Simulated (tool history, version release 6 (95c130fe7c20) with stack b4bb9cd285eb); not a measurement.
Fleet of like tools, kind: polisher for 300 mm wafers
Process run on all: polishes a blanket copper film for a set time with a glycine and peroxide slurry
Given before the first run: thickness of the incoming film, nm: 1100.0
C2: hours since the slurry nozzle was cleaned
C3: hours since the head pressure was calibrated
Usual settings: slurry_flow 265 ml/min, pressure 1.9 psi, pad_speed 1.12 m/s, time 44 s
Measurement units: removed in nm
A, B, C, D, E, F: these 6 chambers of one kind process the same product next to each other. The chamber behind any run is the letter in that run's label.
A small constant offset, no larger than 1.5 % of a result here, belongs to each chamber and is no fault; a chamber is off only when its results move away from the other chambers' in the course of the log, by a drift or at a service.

Run 1B, hour 2.4: usual settings; wafers polished on this pad 410; C2 279.8; C3 155.2. Result: removed 196.49 nm.
At hour 6.5: chamber B: worn pad replaced by a new one.
Run 2A, hour 6.8: usual settings; wafers polished on this pad 744; C2 276.4; C3 581.1. Result: removed 201.11 nm.
At hour 7.1: chamber F: worn pad replaced by a new one.
Run 3D, hour 9.6: usual settings; wafers polished on this pad 575; C2 184.5; C3 60.1. Result: removed 200.43 nm.
Run 4C, hour 14.6: usual settings; wafers polished on this pad 1393; C2 404.5; C3 201.5. Result: removed 197.48 nm.
At hour 16.2: chamber A: slurry nozzle cleaned.
At hour 18.1: chamber C: worn pad replaced by a new one.
Run 5E, hour 19.7: usual settings; wafers polished on this pad 385; C2 397.0; C3 361.1. Result: removed 202.56 nm.
Run 6F, hour 24.2: usual settings but time 30 s; wafers polished on this pad 182; C2 252.3; C3 581.2. Result: removed 136.92 nm.
Run 7D, hour 27.9: usual settings but time 30 s; wafers polished on this pad 770; C2 202.8; C3 78.4. Result: removed 134.34 nm.
At hour 31.5: chamber E: worn pad replaced by a new one.
Run 8F, hour 32.5: usual settings but time 30 s; wafers polished on this pad 271; C2 260.6; C3 589.5. Result: removed 134.16 nm.
Run 9B, hour 36.8: usual settings but time 30 s; wafers polished on this pad 322; C2 314.2; C3 189.6. Result: removed 136.38 nm.
Run 10E, hour 39.5: usual settings but time 30 s; wafers polished on this pad 85; C2 416.8; C3 380.9. Result: removed 135.68 nm.
At hour 44.7: chamber A: worn pad replaced by a new one.
Run 11A, hour 45.1: usual settings but time 30 s; wafers polished on this pad 4; C2 29.0; C3 619.4. Result: removed 138.21 nm.
At hour 46.2: chamber F: head pressure recalibrated.
At hour 49.0: chamber B: worn pad replaced by a new one.
Run 12C, hour 50.3: usual settings; wafers polished on this pad 343; C2 440.2; C3 237.2. Result: removed 200.11 nm.
At hour 52.8: chamber D: worn pad replaced by a new one.
Run 13D, hour 55.6: usual settings; wafers polished on this pad 29; C2 230.5; C3 106.1. Result: removed 198.05 nm.
At hour 58.6: chamber B: slurry nozzle cleaned.
Run 14B, hour 59.0: usual settings; wafers polished on this pad 107; C2 0.4; C3 211.8. Result: removed 201.07 nm.
At hour 62.3: chamber F: slurry nozzle cleaned.
Run 15C, hour 63.7: usual settings; wafers polished on this pad 485; C2 453.6; C3 250.6. Result: removed 198.57 nm.
Run 16A, hour 68.4: usual settings; wafers polished on this pad 252; C2 52.3; C3 642.7. Result: removed 204.33 nm.
Run 17F, hour 72.9: usual settings but pressure 1.4 psi; wafers polished on this pad 700; C2 10.6; C3 26.7. Result: removed 157.63 nm.
Run 18E, hour 76.0: usual settings but pressure 1.4 psi; wafers polished on this pad 474; C2 453.3; C3 417.4. Result: removed 161.41 nm.
At hour 76.8: chamber D: slurry nozzle cleaned.
Run 19E, hour 81.0: usual settings but pressure 1.4 psi; wafers polished on this pad 527; C2 458.3; C3 422.4. Result: removed 161.10 nm.
Run 20B, hour 83.7: usual settings but pressure 1.4 psi; wafers polished on this pad 370; C2 25.1; C3 236.5. Result: removed 158.01 nm.
At hour 86.1: chamber E: worn pad replaced by a new one.
Run 21F, hour 87.6: usual settings but pressure 1.4 psi; wafers polished on this pad 857; C2 25.3; C3 41.4. Result: removed 159.90 nm.
At hour 89.4: chamber B: worn pad replaced by a new one.
Run 22C, hour 93.1: usual settings but pressure 1.4 psi; wafers polished on this pad 798; C2 483.0; C3 280.0. Result: removed 155.40 nm.
Run 23D, hour 96.8: usual settings; wafers polished on this pad 468; C2 20.0; C3 147.3. Result: removed 200.24 nm.
Run 24A, hour 100.1: usual settings; wafers polished on this pad 589; C2 84.0; C3 674.4. Result: removed 198.91 nm.
Run 25F, hour 103.6: usual settings; wafers polished on this pad 1027; C2 41.3; C3 57.4. Result: removed 201.74 nm.
Run 26E, hour 109.0: usual settings; wafers polished on this pad 243; C2 486.3; C3 450.4. Result: removed 200.87 nm.
Run 27B, hour 114.6: usual settings; wafers polished on this pad 269; C2 56.0; C3 267.4. Result: removed 199.63 nm.
Run 28A, hour 120.2: usual settings; wafers polished on this pad 803; C2 104.1; C3 694.5. Result: removed 200.57 nm.
Run 29D, hour 122.7: usual settings but pressure 1.4 psi, time 33 s; wafers polished on this pad 743; C2 45.9; C3 173.2. Result: removed 118.20 nm.
Run 30C, hour 125.3: usual settings but pressure 1.4 psi, time 33 s; wafers polished on this pad 1140; C2 515.2; C3 312.2. Result: removed 115.58 nm.
Run 31E, hour 130.4: usual settings but pressure 1.4 psi, time 33 s; wafers polished on this pad 471; C2 507.7; C3 471.8. Result: removed 120.31 nm.
At hour 132.5: chamber F: worn pad replaced by a new one.
Run 32B, hour 134.0: usual settings but pressure 1.4 psi, time 33 s; wafers polished on this pad 475; C2 75.4; C3 286.8. Result: removed 117.77 nm.
At hour 135.0: chamber B: worn pad replaced by a new one.
Run 33A, hour 136.5: usual settings but pressure 1.4 psi, time 33 s; wafers polished on this pad 977; C2 120.4; C3 710.8. Result: removed 119.87 nm.
At hour 139.0: chamber E: worn pad replaced by a new one.
Run 34C, hour 140.4: usual settings but pressure 1.4 psi, time 33 s; wafers polished on this pad 1301; C2 530.3; C3 327.3. Result: removed 114.25 nm.
At hour 143.5: chamber C: worn pad replaced by a new one.
Run 35F, hour 145.4: usual settings; wafers polished on this pad 137; C2 83.1; C3 99.2. Result: removed 202.67 nm.
Run 36D, hour 149.6: usual settings; wafers polished on this pad 1030; C2 72.8; C3 200.1. Result: removed 203.33 nm.
Run 37E, hour 153.4: usual settings; wafers polished on this pad 153; C2 530.7; C3 494.8. Result: removed 204.77 nm.
At hour 156.3: chamber A: worn pad replaced by a new one.
Run 38A, hour 156.6: usual settings; wafers polished on this pad 3; C2 140.5; C3 730.9. Result: removed 204.74 nm.
Run 39F, hour 159.3: usual settings; wafers polished on this pad 285; C2 97.0; C3 113.1. Result: removed 200.98 nm.
Run 40D, hour 162.9: usual settings; wafers polished on this pad 1171; C2 86.1; C3 213.4. Result: removed 199.28 nm.
Run 41B, hour 166.6: usual settings; wafers polished on this pad 337; C2 108.0; C3 319.4. Result: removed 197.25 nm.
Run 42C, hour 170.6: usual settings; wafers polished on this pad 288; C2 560.5; C3 357.5. Result: removed 187.20 nm.

The same settings go to every chamber for the next run, one line per chamber below. Forecast the results for each:
Run 43A, hour 174.6: usual settings but pressure 2.2 psi. Result: removed ?.
Run 43B, hour 174.6: usual settings but pressure 2.2 psi. Result: removed ?.
Run 43C, hour 174.6: usual settings but pressure 2.2 psi. Result: removed ?.
Run 43D, hour 174.6: usual settings but pressure 2.2 psi. Result: removed ?.
Run 43E, hour 174.6: usual settings but pressure 2.2 psi. Result: removed ?.
Run 43F, hour 174.6: usual settings but pressure 2.2 psi. Result: removed ?.

run  removed
43A   225.21
43B   219.34
43C   209.51
43D   224.97
43E   230.15
43F   222.92
